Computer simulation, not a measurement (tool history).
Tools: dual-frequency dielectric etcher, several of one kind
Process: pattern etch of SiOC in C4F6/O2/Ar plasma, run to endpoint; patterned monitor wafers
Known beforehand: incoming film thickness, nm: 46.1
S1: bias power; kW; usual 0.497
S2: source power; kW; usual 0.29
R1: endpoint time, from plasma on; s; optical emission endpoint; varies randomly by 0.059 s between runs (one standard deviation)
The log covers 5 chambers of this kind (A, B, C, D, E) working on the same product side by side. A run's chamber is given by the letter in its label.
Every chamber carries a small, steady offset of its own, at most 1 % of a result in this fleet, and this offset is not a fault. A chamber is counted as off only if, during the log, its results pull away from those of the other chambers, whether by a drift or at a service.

run   hour     S1    S2      R1
 1E    6.2  0.497  0.29  17.423
 2C   14.8  0.497  0.29  17.495
 3D   26.2  0.497  0.29  17.417
 4B   35.3  0.497  0.29   17.38
 5A   42.7  0.497  0.29  17.398
 6E   48.5  0.497  0.29  17.389
      53.6  -- chamber A: wet clean of the chamber
      54.6  -- chamber E: source power generator calibrated
 7B   55.9  0.497  0.29  17.514
 8D   63.5  0.497  0.29   17.53
 9C   71.1  0.497  0.29  17.433
10A   78.7  0.497  0.29  17.324
11A     90  0.497  0.29   17.42
12D   96.6  0.497  0.29  17.465
13C  106.9  0.497  0.29  17.405
14E  113.3  0.497  0.29  17.414
15B    119  0.497  0.29  17.436
16A  126.6  0.497  0.32  16.802
17B  133.1  0.497  0.32  16.866
18C  140.9  0.497  0.32  16.814
19E  148.5  0.497  0.32  16.666
     153.4  -- chamber B: bias power generator calibrated
20D  154.1  0.497  0.32   16.94
21D  163.7  0.497  0.29  17.409
22A  169.2  0.422  0.33  17.752
23C  178.1  0.422  0.33  17.706
     183.7  -- chamber D: wet clean of the chamber
24E  187.6  0.422  0.33  17.614
25B  194.8  0.422  0.33  17.674
26E  205.3  0.422  0.33  17.626
27A    214  0.497  0.29  17.429
     220.8  -- chamber C: wet clean of the chamber
28D  223.6  0.497  0.29  18.114
29B  229.9  0.497  0.29  17.413
30C  237.9  0.497  0.29   17.51
31B  245.4  0.497  0.29  17.437
32E  254.1  0.497  0.29  17.572
33D  260.6  0.497  0.29  18.136
34A  270.7  0.497  0.29  17.413
35C    279  0.497  0.31  17.013
36C  289.9  0.497  0.31  16.968
37E  299.3  0.497  0.31  17.042
38B  308.2  0.497  0.31  16.895
39D  317.2  0.497  0.31  17.693
40A  326.7  0.497  0.29  17.371

What goes on in this fleet: one chamber off, a drifting gauge, or nothing beyond the chambers' own small offsets? Name the chamber and the cause, if any.

After it was serviced, chamber D no longer matches the other chambers.
Cause: etch rate under this chamber's usual, % = 3.64.

Which of the 4 candidates below, each the usual settings with something changed and its results left as question marks, puts chamber D back in line with what the other chambers give on the usual settings?
Maximum distance from the other chambers' mean on the usual settings for a result to count as in line: R1 0.2 s
41D-1   335   0.55  0.29   ?
41D-2   335  0.419  0.29   ?
41D-3   335  0.497  0.26   ?
41D-4   335  0.588  0.29   ?

Average result of the remaining chambers running the usual settings: R1 17.422 s
  run      R1
41D-1  17.438
41D-2  19.312
41D-3  18.875
41D-4  16.997
41D-1 brings the chamber back in line.

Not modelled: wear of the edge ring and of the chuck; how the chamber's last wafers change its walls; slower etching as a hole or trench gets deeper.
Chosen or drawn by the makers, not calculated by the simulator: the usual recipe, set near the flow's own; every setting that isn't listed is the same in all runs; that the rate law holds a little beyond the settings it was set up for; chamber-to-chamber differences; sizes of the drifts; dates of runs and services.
